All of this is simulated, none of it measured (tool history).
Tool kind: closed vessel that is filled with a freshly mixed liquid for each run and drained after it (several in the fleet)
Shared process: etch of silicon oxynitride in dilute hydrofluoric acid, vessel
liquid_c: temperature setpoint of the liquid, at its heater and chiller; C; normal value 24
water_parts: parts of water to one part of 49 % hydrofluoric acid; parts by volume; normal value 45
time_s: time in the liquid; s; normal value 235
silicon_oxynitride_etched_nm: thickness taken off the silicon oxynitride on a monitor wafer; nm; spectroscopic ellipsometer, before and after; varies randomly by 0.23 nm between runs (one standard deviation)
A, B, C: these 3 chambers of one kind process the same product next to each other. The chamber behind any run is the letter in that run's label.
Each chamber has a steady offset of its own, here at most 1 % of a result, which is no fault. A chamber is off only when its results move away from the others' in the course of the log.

run	hour	liquid_c	water_parts	time_s	hours since the thermometer was replaced	hours since the hydrofluoric acid flow meter was replaced	read-back film thickness of the silicon oxynitride reference wafer, read on the same gauge (nm)	silicon_oxynitride_etched_nm
1B	4.3	24	45	235	2381.4	1359.5	110	25.241
2A	8	24	45	235	1372.2	356.8	109.98	24.934
3C	12.6	24	45	235	187.1	412.8	109.99	25.382
4B	16.4	24	45	235	2393.5	1371.6	110	25.084
5C	23.2	24	45	235	197.7	423.4	110.01	25.41
6A	30.1	24	45	235	1394.3	378.9	109.97	25.351
7B	33.6	24	45	235	2410.7	1388.8	110.01	25.222
8A	40.1	24	45	235	1404.3	388.9	110.03	25.071
9C	44	24	45	235	218.5	444.2	110.01	25.01
10C	49.1	28	45	140	223.6	449.3	109.99	17.652
11B	52.7	28	45	140	2429.8	1407.9	110	18.217
12A	56.2	28	45	140	1420.4	405	109.99	17.911
13B	62.4	24	45	235	2439.5	1417.6	110.02	25.289
14A	65.9	24	45	235	1430.1	414.7	109.98	25.402
15C	68.9	24	45	235	243.4	469.1	110.02	24.112
16C	75.5	24	45	235	250	475.7	110	24.345
17B	80.7	24	45	235	2457.8	1435.9	110.01	24.709
18A	87	24	45	235	1451.2	435.8	110.02	25.044
19A	90.9	24	45	235	1455.1	439.7	110.02	24.763
20C	96	24	45	155	270.5	496.2	110	15.581
21B	99.7	24	45	155	2476.8	1454.9	110.01	16.54
22B	103.8	24	45	155	2480.9	1459	110.01	16.463
23A	108.4	24	45	235	1472.6	457.2	110.04	25.158
24C	113.9	24	45	235	288.4	514.1	109.98	23.167
25A	117.3	24	45	165	1481.5	466.1	109.99	17.222
# hour 118.2: chamber B: thermometer replaced
26B	122.9	24	45	165	4.7	1478.1	109.98	17.98
27C	129.8	24	45	165	304.3	530	110	16.052

For the next run the whole fleet of 3 chambers uses the same settings. Give each chamber's results:
28A	134.8	24	45	235				?
28B	134.8	24	45	235				?
28C	134.8	24	45	235				?

run	silicon_oxynitride_etched_nm
28A	25.191
28B	24.936
28C	22.695
